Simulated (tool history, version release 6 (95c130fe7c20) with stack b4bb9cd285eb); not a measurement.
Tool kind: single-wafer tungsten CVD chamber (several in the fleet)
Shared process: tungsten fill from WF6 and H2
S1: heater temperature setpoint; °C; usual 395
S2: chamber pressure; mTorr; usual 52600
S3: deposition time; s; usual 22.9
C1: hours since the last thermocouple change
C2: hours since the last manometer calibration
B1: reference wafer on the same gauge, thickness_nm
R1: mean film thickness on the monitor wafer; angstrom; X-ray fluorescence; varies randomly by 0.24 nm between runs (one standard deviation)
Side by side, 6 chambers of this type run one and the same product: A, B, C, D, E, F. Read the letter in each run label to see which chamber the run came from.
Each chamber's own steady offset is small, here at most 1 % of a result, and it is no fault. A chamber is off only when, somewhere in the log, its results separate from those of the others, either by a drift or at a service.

Run 1E, hour 2.9: usual settings; C1 265.5; C2 1302.3; B1 91.980. Result: R1 783.89 angstrom.
Run 2A, hour 7.4: usual settings; C1 340.9; C2 1229.3; B1 91.896. Result: R1 792.90 angstrom.
Run 3B, hour 11.2: usual settings; C1 345.2; C2 552.0; B1 91.932. Result: R1 784.43 angstrom.
Run 4F, hour 14.4: usual settings; C1 768.4; C2 1450.9; B1 91.914. Result: R1 785.34 angstrom.
Run 5C, hour 18.6: usual settings but S1 383 °C, S2 64900 mTorr; C1 989.7; C2 1332.8; B1 91.921. Result: R1 680.36 angstrom.
Run 6D, hour 22.9: usual settings but S1 383 °C, S2 64900 mTorr; C1 2295.2; C2 303.3; B1 91.922. Result: R1 679.39 angstrom.
Run 7B, hour 25.3: usual settings but S1 383 °C, S2 64900 mTorr; C1 359.3; C2 566.1; B1 91.861. Result: R1 678.48 angstrom.
Run 8A, hour 29.0: usual settings but S1 383 °C, S2 64900 mTorr; C1 362.5; C2 1250.9; B1 91.918. Result: R1 691.02 angstrom.
Run 9E, hour 33.5: usual settings but S1 383 °C, S2 64900 mTorr; C1 296.1; C2 1332.9; B1 91.947. Result: R1 682.17 angstrom.
Run 10F, hour 36.6: usual settings but S1 383 °C, S2 64900 mTorr; C1 790.6; C2 1473.1; B1 91.906. Result: R1 677.91 angstrom.
Run 11D, hour 41.4: usual settings; C1 2313.7; C2 321.8; B1 91.940. Result: R1 780.75 angstrom.
Run 12C, hour 44.2: usual settings but S2 63000 mTorr, S3 24.5 s; C1 1015.3; C2 1358.4; B1 91.938. Result: R1 909.63 angstrom.
Run 13E, hour 47.9: usual settings but S2 63000 mTorr, S3 24.5 s; C1 310.5; C2 1347.3; B1 91.871. Result: R1 915.37 angstrom.
Run 14D, hour 52.2: usual settings but S2 63000 mTorr, S3 24.5 s; C1 2324.5; C2 332.6; B1 91.922. Result: R1 906.97 angstrom.
At hour 56.1: chamber E: capacitance manometer re-zeroed and calibrated.
Run 15B, hour 56.2: usual settings but S2 63000 mTorr, S3 24.5 s; C1 390.2; C2 597.0; B1 91.863. Result: R1 914.53 angstrom.
Run 16F, hour 59.8: usual settings but S2 63000 mTorr, S3 24.5 s; C1 813.8; C2 1496.3; B1 91.893. Result: R1 907.44 angstrom.
Run 17A, hour 63.9: usual settings but S2 63000 mTorr, S3 24.5 s; C1 397.4; C2 1285.8; B1 91.924. Result: R1 912.75 angstrom.
Run 18C, hour 68.5: usual settings but S1 408 °C, S3 20.3 s; C1 1039.6; C2 1382.7; B1 91.852. Result: R1 882.35 angstrom.
Run 19D, hour 72.7: usual settings but S1 408 °C, S3 20.3 s; C1 2345.0; C2 353.1; B1 91.920. Result: R1 873.60 angstrom.
Run 20B, hour 76.1: usual settings but S1 408 °C, S3 20.3 s; C1 410.1; C2 616.9; B1 91.917. Result: R1 880.23 angstrom.
Run 21F, hour 78.8: usual settings but S1 408 °C, S3 20.3 s; C1 832.8; C2 1515.3; B1 91.871. Result: R1 884.12 angstrom.
Run 22C, hour 82.3: usual settings but S1 408 °C, S3 20.3 s; C1 1053.4; C2 1396.5; B1 91.840. Result: R1 879.38 angstrom.
Run 23A, hour 85.1: usual settings but S1 408 °C, S3 20.3 s; C1 418.6; C2 1307.0; B1 91.929. Result: R1 887.99 angstrom.
Run 24E, hour 88.3: usual settings; C1 350.9; C2 32.3; B1 91.893. Result: R1 785.82 angstrom.
Run 25E, hour 93.8: usual settings; C1 356.4; C2 37.8; B1 91.920. Result: R1 788.71 angstrom.
Run 26B, hour 97.0: usual settings; C1 431.0; C2 637.8; B1 91.872. Result: R1 785.35 angstrom.
Run 27C, hour 102.1: usual settings; C1 1073.2; C2 1416.3; B1 91.896. Result: R1 784.61 angstrom.
Run 28A, hour 106.4: usual settings; C1 439.9; C2 1328.3; B1 91.918. Result: R1 792.34 angstrom.
Run 29F, hour 110.5: usual settings; C1 864.5; C2 1547.0; B1 91.926. Result: R1 777.25 angstrom.
Run 30D, hour 115.8: usual settings; C1 2388.1; C2 396.2; B1 91.882. Result: R1 781.05 angstrom.
Run 31C, hour 119.5: usual settings; C1 1090.6; C2 1433.7; B1 91.932. Result: R1 783.92 angstrom.
Run 32D, hour 124.3: usual settings; C1 2396.6; C2 404.7; B1 91.823. Result: R1 781.47 angstrom.
Run 33B, hour 127.4: usual settings; C1 461.4; C2 668.2; B1 91.819. Result: R1 784.00 angstrom.
Run 34F, hour 131.9: usual settings; C1 885.9; C2 1568.4; B1 91.954. Result: R1 779.98 angstrom.
Run 35A, hour 135.1: usual settings but S1 383 °C, S3 24.9 s; C1 468.6; C2 1357.0; B1 91.927. Result: R1 695.88 angstrom.
Run 36E, hour 139.9: usual settings but S1 383 °C, S3 24.9 s; C1 402.5; C2 83.9; B1 91.888. Result: R1 676.08 angstrom.
Run 37F, hour 144.3: usual settings but S1 383 °C, S3 24.9 s; C1 898.3; C2 1580.8; B1 91.952. Result: R1 667.88 angstrom.
Run 38A, hour 146.7: usual settings but S1 383 °C, S3 24.9 s; C1 480.2; C2 1368.6; B1 91.897. Result: R1 694.32 angstrom.
Run 39E, hour 151.8: usual settings but S1 383 °C, S3 24.9 s; C1 414.4; C2 95.8; B1 91.918. Result: R1 674.24 angstrom.
Run 40B, hour 154.6: usual settings but S1 383 °C, S3 24.9 s; C1 488.6; C2 695.4; B1 91.912. Result: R1 671.28 angstrom.
Run 41D, hour 157.6: usual settings; C1 2429.9; C2 438.0; B1 91.881. Result: R1 779.35 angstrom.
Run 42C, hour 162.0: usual settings; C1 1133.1; C2 1476.2; B1 91.933. Result: R1 784.77 angstrom.
Run 43B, hour 164.4: usual settings; C1 498.4; C2 705.2; B1 91.853. Result: R1 783.31 angstrom.
Run 44F, hour 167.5: usual settings but S3 19.2 s; C1 921.5; C2 1604.0; B1 91.819. Result: R1 654.58 angstrom.

Next, every chamber runs the same settings. What will each give?
Run 45A, hour 171.4: usual settings but S2 57100 mTorr. Result: R1 ?.
Run 45B, hour 171.4: usual settings but S2 57100 mTorr. Result: R1 ?.
Run 45C, hour 171.4: usual settings but S2 57100 mTorr. Result: R1 ?.
Run 45D, hour 171.4: usual settings but S2 57100 mTorr. Result: R1 ?.
Run 45E, hour 171.4: usual settings but S2 57100 mTorr. Result: R1 ?.
Run 45F, hour 171.4: usual settings but S2 57100 mTorr. Result: R1 ?.

run      R1
45A  837.44
45B  811.78
45C  810.78
45D  816.75
45E  811.96
45F  808.64
